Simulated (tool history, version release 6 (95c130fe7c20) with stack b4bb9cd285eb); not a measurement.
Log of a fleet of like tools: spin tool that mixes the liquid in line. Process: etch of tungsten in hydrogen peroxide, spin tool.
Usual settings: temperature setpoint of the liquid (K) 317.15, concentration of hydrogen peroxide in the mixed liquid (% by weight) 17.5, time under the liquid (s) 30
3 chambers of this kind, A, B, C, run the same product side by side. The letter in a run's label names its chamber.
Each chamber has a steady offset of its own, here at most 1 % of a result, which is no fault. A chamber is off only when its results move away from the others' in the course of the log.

run	day	temperature setpoint of the liquid (K)	concentration of hydrogen peroxide in the mixed liquid (% by weight)	time under the liquid (s)	hours since the thermometer was replaced	hours since the peroxide flow meter was replaced	hours since the heated supply line was repaired	hours since the drum of peroxide was connected	read-back film thickness of the tungsten reference wafer, read on the same gauge (nm)	thickness taken off the tungsten on a monitor wafer (nm)
1B	0.333	317.15	17.5	30	1960.1	884	2538.8	217.9	150	37.083
2A	0.708	317.15	17.5	30	1055.3	1275	216.3	239.8	150.01	37.329
3C	1.146	317.15	17.5	30	1788.2	1843.2	221.5	323.1	150.01	36.89
4C	1.533	317.15	17.5	30	1797.5	1852.5	230.8	332.4	149.97	36.85
5B	1.988	317.15	17.5	30	1999.8	923.7	2578.5	257.6	150.02	37.295
6A	2.583	317.15	19	30	1100.3	1320	261.3	284.8	150	39.21
7A	3.154	317.15	19	30	1114	1333.7	275	298.5	149.99	38.889
8B	3.583	317.15	19	30	2038.1	962	2616.8	295.9	150	38.728
9C	4	317.15	17.5	30	1856.7	1911.7	290	391.6	150.01	36.966
10B	4.579	317.15	17.5	30	2062	985.9	2640.7	319.8	150	37.182
11C	5.025	317.15	17.5	30	1881.3	1936.3	314.6	416.2	149.98	36.767
12A	5.458	324.65	19.5	30	1169.3	1389	330.3	353.8	150	63.474
13B	5.846	324.65	19.5	30	2092.4	1016.3	2671.1	350.2	149.97	62.845
14C	6.138	324.65	19.5	30	1908	1963	341.3	442.9	149.98	62.457
15A	6.571	317.15	17.5	30	1196	1415.7	357	380.5	150.02	38.265
# day 6.867: chamber C: new drum of peroxide connected
16C	7.117	317.15	17.5	15	1931.5	1986.5	364.8	6.1	150.01	18.357
17B	7.475	317.15	17.5	15	2131.5	1055.4	2710.2	389.3	149.99	18.676
18A	7.779	317.15	17.5	15	1225	1444.7	386	409.5	149.99	19.314
19B	8.325	317.15	17.5	30	2151.9	1075.8	2730.6	409.7	150.01	37.049
20A	8.921	317.15	17.5	30	1252.4	1472.1	413.4	436.9	149.98	39.139
21C	9.221	317.15	17.5	30	1982	2037	415.3	56.6	150	37.228
22A	9.592	323.65	22	30	1268.5	1488.2	429.5	453	149.98	65.551
23B	9.871	323.65	22	30	2189	1112.9	2767.7	446.8	150.01	63.081
24C	10.15	323.65	22	30	2004.3	2059.3	437.6	78.9	149.99	62.436
25A	10.738	317.15	21	30	1296	1515.7	457	480.5	150.02	43.028
26B	11.246	317.15	21	30	2222	1145.9	2800.7	479.8	150.03	40.951

Next, every chamber runs the same settings. What will each give?
27A	11.675	317.15	17.5	30						?
27B	11.675	317.15	17.5	30						?
27C	11.675	317.15	17.5	30						?

run	thickness taken off the tungsten on a monitor wafer (nm)
27A	39.741
27B	37.439
27C	37.036
